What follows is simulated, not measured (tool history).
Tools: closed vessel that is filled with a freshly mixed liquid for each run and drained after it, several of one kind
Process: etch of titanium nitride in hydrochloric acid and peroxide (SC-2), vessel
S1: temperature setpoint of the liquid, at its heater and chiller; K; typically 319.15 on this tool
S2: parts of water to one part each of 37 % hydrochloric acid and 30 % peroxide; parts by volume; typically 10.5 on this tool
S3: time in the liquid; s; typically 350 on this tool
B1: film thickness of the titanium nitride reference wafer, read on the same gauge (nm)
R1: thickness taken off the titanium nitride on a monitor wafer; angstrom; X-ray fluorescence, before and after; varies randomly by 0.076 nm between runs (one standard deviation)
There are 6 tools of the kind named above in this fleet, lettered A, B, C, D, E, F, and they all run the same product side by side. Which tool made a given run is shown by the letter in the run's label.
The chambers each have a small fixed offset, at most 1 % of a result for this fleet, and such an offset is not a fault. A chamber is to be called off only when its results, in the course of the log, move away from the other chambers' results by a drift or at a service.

run 1B hour=4.9 | S1=319.15 S2=10.5 S3=350 | B1=29.986 | R1=115.95
run 2C hour=12.3 | S1=319.15 S2=10.5 S3=350 | B1=29.99 | R1=115.06
run 3F hour=19.6 | S1=319.15 S2=10.5 S3=350 | B1=29.999 | R1=116.06
run 4A hour=24.6 | S1=319.15 S2=10.5 S3=350 | B1=30.019 | R1=114.24
run 5D hour=31.6 | S1=327.15 S2=10.5 S3=465 | B1=29.995 | R1=260.46
run 6E hour=37.1 | S1=327.15 S2=10.5 S3=465 | B1=30.021 | R1=258.61
run 7E hour=41.8 | S1=327.15 S2=10.5 S3=465 | B1=29.998 | R1=263.85
run 8B hour=46.4 | S1=327.15 S2=10.5 S3=465 | B1=29.96 | R1=258.1
run 9A hour=51.8 | S1=327.15 S2=10.5 S3=465 | B1=30 | R1=258.51
run 10F hour=57.8 | S1=327.15 S2=10.5 S3=465 | B1=30.01 | R1=257.06
run 11D hour=62.5 | S1=319.15 S2=10.5 S3=350 | B1=29.998 | R1=115.84
run 12C hour=70.3 | S1=312.65 S2=7.5 S3=350 | B1=30.018 | R1=95.364
run 13E hour=78.6 | S1=312.65 S2=7.5 S3=350 | B1=29.958 | R1=97.361
run 14B hour=86 | S1=312.65 S2=7.5 S3=350 | B1=29.966 | R1=98.418
run 15D hour=93.7 | S1=312.65 S2=7.5 S3=350 | B1=29.949 | R1=97.62
run 16C hour=97.6 | S1=312.65 S2=7.5 S3=350 | B1=30.056 | R1=97.116
run 17F hour=101.9 | S1=312.65 S2=7.5 S3=350 | B1=29.984 | R1=98.228
-- hour=105.7 chamber B: thermometer replaced
run 18A hour=109.2 | S1=319.15 S2=10.5 S3=350 | B1=30.038 | R1=114.42
run 19C hour=117.5 | S1=319.15 S2=10.5 S3=350 | B1=30.016 | R1=114.64
run 20B hour=124.2 | S1=319.15 S2=10.5 S3=350 | B1=30.02 | R1=115.02
run 21D hour=128.4 | S1=314.65 S2=10.5 S3=165 | B1=30.026 | R1=39.886
-- hour=128.6 chamber C: new drum of peroxide connected
run 22F hour=136.5 | S1=314.65 S2=10.5 S3=165 | B1=30.001 | R1=39.752
run 23E hour=143.5 | S1=314.65 S2=10.5 S3=165 | B1=30.002 | R1=39.872
run 24A hour=152.1 | S1=314.65 S2=10.5 S3=165 | B1=30.009 | R1=40.14
run 25D hour=158.2 | S1=314.65 S2=10.5 S3=165 | B1=29.992 | R1=39.65
run 26A hour=166.6 | S1=314.65 S2=10.5 S3=165 | B1=29.966 | R1=39.451
run 27E hour=170.7 | S1=319.15 S2=10.5 S3=350 | B1=30.023 | R1=115.34
run 28B hour=176 | S1=319.15 S2=10.5 S3=350 | B1=30.024 | R1=114.87
run 29C hour=181.1 | S1=319.15 S2=10.5 S3=350 | B1=30.008 | R1=116.64
run 30F hour=187.7 | S1=319.15 S2=10.5 S3=350 | B1=29.975 | R1=116.59
run 31D hour=193.9 | S1=319.15 S2=10.5 S3=350 | B1=30.003 | R1=113.8
run 32E hour=197.9 | S1=319.15 S2=10.5 S3=350 | B1=29.979 | R1=116.53
run 33B hour=204.3 | S1=319.15 S2=10.5 S3=350 | B1=30.029 | R1=115.31
run 34C hour=209.2 | S1=319.15 S2=10.5 S3=350 | B1=30.026 | R1=115.57
-- hour=212.6 chamber E: chemicals flow meter replaced
run 35A hour=216.8 | S1=319.15 S2=10.5 S3=350 | B1=30.038 | R1=114.45
run 36F hour=225.4 | S1=319.15 S2=10.5 S3=350 | B1=29.991 | R1=114.77
run 37F hour=233.5 | S1=319.15 S2=7.5 S3=350 | B1=30.01 | R1=152.46
run 38E hour=240.9 | S1=319.15 S2=7.5 S3=350 | B1=30.012 | R1=152.07
run 39B hour=248.5 | S1=319.15 S2=7.5 S3=350 | B1=30.01 | R1=152.07
run 40C hour=256.1 | S1=319.15 S2=7.5 S3=350 | B1=29.994 | R1=151.24
run 41D hour=260.3 | S1=319.15 S2=7.5 S3=350 | B1=29.972 | R1=153.32
run 42A hour=268.9 | S1=319.15 S2=7.5 S3=350 | B1=30.01 | R1=152.26

Next, all 6 chambers run the settings below, one line each with question marks for the results. What does each chamber give?
run 43A hour=275.1 | S1=322.15 S2=10.5 S3=350 | R1=?
run 43B hour=275.1 | S1=322.15 S2=10.5 S3=350 | R1=?
run 43C hour=275.1 | S1=322.15 S2=10.5 S3=350 | R1=?
run 43D hour=275.1 | S1=322.15 S2=10.5 S3=350 | R1=?
run 43E hour=275.1 | S1=322.15 S2=10.5 S3=350 | R1=?
run 43F hour=275.1 | S1=322.15 S2=10.5 S3=350 | R1=?

run=43A R1=139.28
run=43B R1=141.64
run=43C R1=141.09
run=43D R1=140.38
run=43E R1=140.53
run=43F R1=140.6
